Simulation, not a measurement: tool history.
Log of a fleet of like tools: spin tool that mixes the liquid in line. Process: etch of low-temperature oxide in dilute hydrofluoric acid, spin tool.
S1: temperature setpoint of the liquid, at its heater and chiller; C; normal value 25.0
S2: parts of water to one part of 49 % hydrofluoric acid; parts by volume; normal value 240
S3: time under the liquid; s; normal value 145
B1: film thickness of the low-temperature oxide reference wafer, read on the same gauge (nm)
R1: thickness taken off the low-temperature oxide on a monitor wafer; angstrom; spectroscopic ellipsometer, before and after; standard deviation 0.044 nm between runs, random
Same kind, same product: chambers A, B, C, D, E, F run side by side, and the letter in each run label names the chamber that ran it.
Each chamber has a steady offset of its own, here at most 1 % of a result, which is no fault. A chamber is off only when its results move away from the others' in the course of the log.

run   hour    S1   S2   S3      B1       R1
 1B   13.9  25.0  240  145  30.003   65.491
 2E   27.4  25.0  240  145  29.998   64.842
 3F   41.3  25.0  240  145  29.988   67.003
 4A   50.7  25.0  240  145  30.023   66.189
 5D   65.7  25.0  240  145  30.001   66.678
 6C   78.8  25.0  240  145  30.009   66.974
 7B   93.8  25.0  240  145  29.996   65.785
 8F  108.6  25.0  240  145  30.005   66.193
 9C  119.7  25.0  240  145  30.003   66.214
10A  128.4  25.0  240  145  30.022   65.907
     134.2  -- chamber F: thermometer replaced
11E  138.6  25.0  240  145  29.995   66.079
12D  146.8  25.0  240  145  29.983   65.594
13F  153.8  25.0  240  145  30.006   66.350
14A  163.7  25.0  240  145  29.998   66.114
15E  171.8  28.0  300  145  29.998   55.566
16D  184.7  28.0  300  145  30.003   55.599
17B  195.1  28.0  300  145  30.002   54.318
18C  205.4  28.0  300  145  29.983   54.559
19B  214.4  28.0  300  145  29.997   54.469
20F  222.7  28.0  300  145  30.012   55.534
21A  230.1  22.5  285  145  30.007   47.755
22C  245.2  22.5  285  145  30.011   48.002
23E  257.4  22.5  285  145  30.007   50.140
24D  265.0  22.5  285  145  29.991   49.484
25F  274.0  22.5  285  145  29.997   48.717
26C  287.9  22.5  285  145  30.017   48.260
27A  302.4  25.0  240  145  30.007   65.776
28D  309.3  25.0  240  145  29.993   66.354
29B  318.9  25.0  240  145  30.001   65.888
30E  329.4  25.0  240  225  30.010  106.930
31A  342.5  25.0  240  225  30.000  100.770
32C  350.0  25.0  240  225  30.004  103.440
33B  363.2  25.0  240  225  30.008  100.580
34D  372.1  25.0  240  225  30.011  102.240
35F  386.6  25.0  240  225  29.997  102.330
36E  396.5  25.0  240  145  29.991   70.144
37B  408.2  25.0  240  145  29.999   65.998
38E  417.1  25.0  240  145  30.003   71.038
39D  429.3  25.0  240  145  29.979   66.608

Is one chamber out of step, is the gauge drifting, or do the chambers differ by no more than their own small offsets? For an off chamber, give its letter and the likeliest cause.

One chamber, E, drifts off from the rest bit by bit.
Cause: hydrofluoric acid flow above the setpoint (%) = 5.79.
The log may not separate it from: liquid hotter than its thermometer reads (K).

Here are 4 candidates for chamber E's next run, each the usual settings with a change, their results left as question marks. Which one brings its results back in line with what the others give on the usual settings?
In line means no further than this from the other chambers' mean on the usual settings: R1 1.600 angstrom
40E-1  440.4  25.0  235  150       ?
40E-2  440.4  25.0  260  145       ?
40E-3  440.4  25.0  240  160       ?
40E-4  440.4  25.0  245  140       ?

The mean the other chambers reach with the usual settings: R1 66.038 angstrom
  run      R1
40E-1  74.927
40E-2  63.890
40E-3  77.875
40E-4  66.421
40E-4 brings the chamber back in line.

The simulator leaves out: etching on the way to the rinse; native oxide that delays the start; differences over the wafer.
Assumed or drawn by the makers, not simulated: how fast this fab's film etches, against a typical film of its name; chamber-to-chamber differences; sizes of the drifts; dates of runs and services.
